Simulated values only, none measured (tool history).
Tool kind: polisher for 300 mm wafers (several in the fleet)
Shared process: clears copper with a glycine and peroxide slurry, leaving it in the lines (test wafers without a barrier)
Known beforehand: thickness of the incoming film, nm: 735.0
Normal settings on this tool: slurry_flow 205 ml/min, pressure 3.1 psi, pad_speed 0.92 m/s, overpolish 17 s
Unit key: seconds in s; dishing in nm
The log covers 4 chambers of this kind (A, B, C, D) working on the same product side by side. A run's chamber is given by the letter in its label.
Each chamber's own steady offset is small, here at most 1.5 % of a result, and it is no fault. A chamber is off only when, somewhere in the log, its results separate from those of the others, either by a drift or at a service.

run	hour	slurry_flow	pressure	pad_speed	overpolish	wafers polished on this pad	hours since the slurry nozzle was cleaned	hours since the head pressure was calibrated	seconds	dishing
1A	7.3	205	3.1	0.92	17	46	170.9	178.8	141.59	37.641
# hour 9.6: chamber B: worn pad replaced by a new one
2B	13.6	205	3.1	0.92	17	23	547.9	623.7	142.66	37.398
3C	23.7	205	3.1	0.92	17	412	339.4	460.7	139.10	39.553
4D	32.2	205	3.1	0.92	17	864	861.3	503.2	140.64	37.364
# hour 35.8: chamber D: worn pad replaced by a new one
5A	40.6	205	3.1	0.92	17	244	204.2	212.1	140.14	37.374
6B	49.3	205	3.1	0.92	17	235	583.6	659.4	144.55	37.734
7C	59.6	205	3.1	0.92	17	625	375.3	496.6	142.49	37.645
8D	70.7	205	3.1	0.92	17	207	899.8	541.7	137.12	38.280
9A	80.1	205	3.1	0.92	17	478	243.7	251.6	143.41	37.333
# hour 80.7: chamber C: slurry nozzle cleaned
10D	90.1	205	3.1	0.92	17	322	919.2	561.1	138.01	38.989
# hour 91.6: chamber C: worn pad replaced by a new one
11C	101.2	205	3.1	0.92	17	57	20.5	538.2	140.96	37.040
12B	108.3	205	3.1	0.92	17	585	642.6	718.4	146.15	37.723
13D	118.6	205	3.1	0.92	17	491	947.7	589.6	139.68	37.757
14B	124.8	205	3.1	0.92	17	683	659.1	734.9	143.27	36.973
15C	133.5	205	3.1	0.92	17	248	52.8	570.5	137.57	38.243
# hour 141.4: chamber D: slurry nozzle cleaned
16A	143.5	205	3.6	0.92	17	854	307.1	315.0	123.95	39.009
# hour 150.6: chamber C: head pressure recalibrated
# hour 154.3: chamber B: slurry nozzle cleaned
17C	154.5	205	3.6	0.92	17	373	73.8	4.0	124.14	40.460
# hour 162.3: chamber D: worn pad replaced by a new one
18B	166.9	205	3.6	0.92	17	933	12.6	777.0	127.89	40.027
19D	178.9	205	3.6	0.92	17	98	37.5	649.9	122.38	39.600
20A	184.7	205	3.1	0.92	17	1098	348.3	356.2	139.87	37.677
21D	192.9	205	3.1	0.92	17	181	51.5	663.9	141.38	39.551
22B	202.6	205	3.8	0.92	13	1144	48.3	812.7	121.36	35.725
# hour 209.8: chamber C: worn pad replaced by a new one
23C	212.2	205	3.8	0.92	13	14	131.5	61.7	117.79	36.156
# hour 216.9: chamber B: worn pad replaced by a new one
24A	218.2	205	3.8	0.92	13	1297	381.8	389.7	120.82	35.744
# hour 220.1: chamber D: head pressure recalibrated
25C	226.5	205	3.8	0.92	13	99	145.8	76.0	116.55	37.262
26D	232.4	205	3.1	0.92	17	416	91.0	12.4	142.11	38.449
27B	241.8	205	3.1	0.92	17	147	87.5	851.9	141.79	36.740
# hour 248.8: chamber A: worn pad replaced by a new one
28A	249.6	205	3.1	0.92	17	4	413.2	421.1	144.91	37.393
29C	255.1	205	3.1	0.92	17	268	174.4	104.6	139.98	39.320
30D	264.0	205	3.1	0.92	17	603	122.6	44.0	140.95	38.867
31A	275.8	205	3.1	0.92	17	160	439.4	447.3	142.18	38.868
32B	283.4	205	3.1	1.18	17	394	129.1	893.5	114.87	40.847

Predict what each chamber gives when all 4 of them run the settings below next.
33A	292.5	205	3.1	0.92	17				?	?
33B	292.5	205	3.1	0.92	17				?	?
33C	292.5	205	3.1	0.92	17				?	?
33D	292.5	205	3.1	0.92	17				?	?

run	seconds	dishing
33A	142.88	37.903
33B	143.33	37.624
33C	140.53	38.302
33D	141.04	38.362

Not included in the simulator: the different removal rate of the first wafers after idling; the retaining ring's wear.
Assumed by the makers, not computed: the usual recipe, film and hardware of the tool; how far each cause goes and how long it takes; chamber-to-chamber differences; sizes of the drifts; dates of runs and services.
